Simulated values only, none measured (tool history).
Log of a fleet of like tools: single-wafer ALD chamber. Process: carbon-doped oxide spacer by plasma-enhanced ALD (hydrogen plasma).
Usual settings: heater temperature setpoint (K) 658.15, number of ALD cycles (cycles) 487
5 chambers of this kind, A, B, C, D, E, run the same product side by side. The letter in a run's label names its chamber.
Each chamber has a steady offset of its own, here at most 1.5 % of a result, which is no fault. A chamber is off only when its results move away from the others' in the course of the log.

run,hour,heater temperature setpoint (K),number of ALD cycles (cycles),hours since the last thermocouple change,"read-back reference wafer on the same gauge, thickness_nm",mean film thickness on the monitor wafer (angstrom)
1A,2.7,658.15,487,1164.2,28.802,243.34
2D,6,658.15,487,125.2,28.801,243.27
3E,11.9,658.15,487,1913.1,28.782,244.6
4C,15,658.15,487,656.4,28.776,243.08
5B,18.4,658.15,487,1477,28.762,246.91
6D,24.3,658.15,487,143.5,28.759,242.64
7C,28.6,666.15,487,670,28.766,242.47
8A,32.2,666.15,487,1193.7,28.76,242.15
9B,37.2,666.15,487,1495.8,28.753,245.3
10E,41.6,666.15,487,1942.8,28.747,244.13
11D,46.1,666.15,487,165.3,28.743,242.62
12B,52,658.15,487,1510.6,28.733,246.21
13E,56.2,658.15,487,1957.4,28.727,243.58
14C,60.6,658.15,487,702,28.72,242.1
15A,65.5,658.15,429,1227,28.719,212.89
16E,70.8,658.15,429,1972,28.71,214.41
17C,73.6,658.15,429,715,28.717,212.84
18D,77.9,658.15,429,197.1,28.711,213.18
19A,80.7,658.15,429,1242.2,28.707,213.37
20B,83.6,658.15,487,1542.2,28.698,245.8
21C,87.1,658.15,521,728.5,28.703,258.43
22A,91.8,658.15,521,1253.3,28.684,257.81
23D,96.8,658.15,521,216,28.684,258.62
24E,102.9,658.15,521,2004.1,28.678,260.59
25B,106.8,658.15,521,1565.4,28.661,262.38
26C,111.3,658.15,487,752.7,28.659,241.65
27B,115.3,658.15,487,1573.9,28.652,245.31
28D,119.6,658.15,487,238.8,28.657,241.66
29A,125.5,658.15,487,1287,28.637,241.46
30E,130,658.15,487,2031.2,28.645,242.53
31B,132.9,658.15,487,1591.5,28.634,246.29
32A,137.3,658.15,487,1298.8,28.631,241.35
33C,140.3,658.15,487,781.7,28.613,241.02
34D,146,658.15,487,265.2,28.621,240.84
35E,151.6,658.15,487,2052.8,28.602,242.53
36C,156.7,658.15,487,798.1,28.61,241.49

Is one chamber off against the others, does the gauge drift, or is nothing wrong? If a chamber is off, say which, and what the likeliest cause is.

The gauge drifts, so all chambers seem to drift together. No chamber is off.
Cause: gauge reads low (%) = 0.7.

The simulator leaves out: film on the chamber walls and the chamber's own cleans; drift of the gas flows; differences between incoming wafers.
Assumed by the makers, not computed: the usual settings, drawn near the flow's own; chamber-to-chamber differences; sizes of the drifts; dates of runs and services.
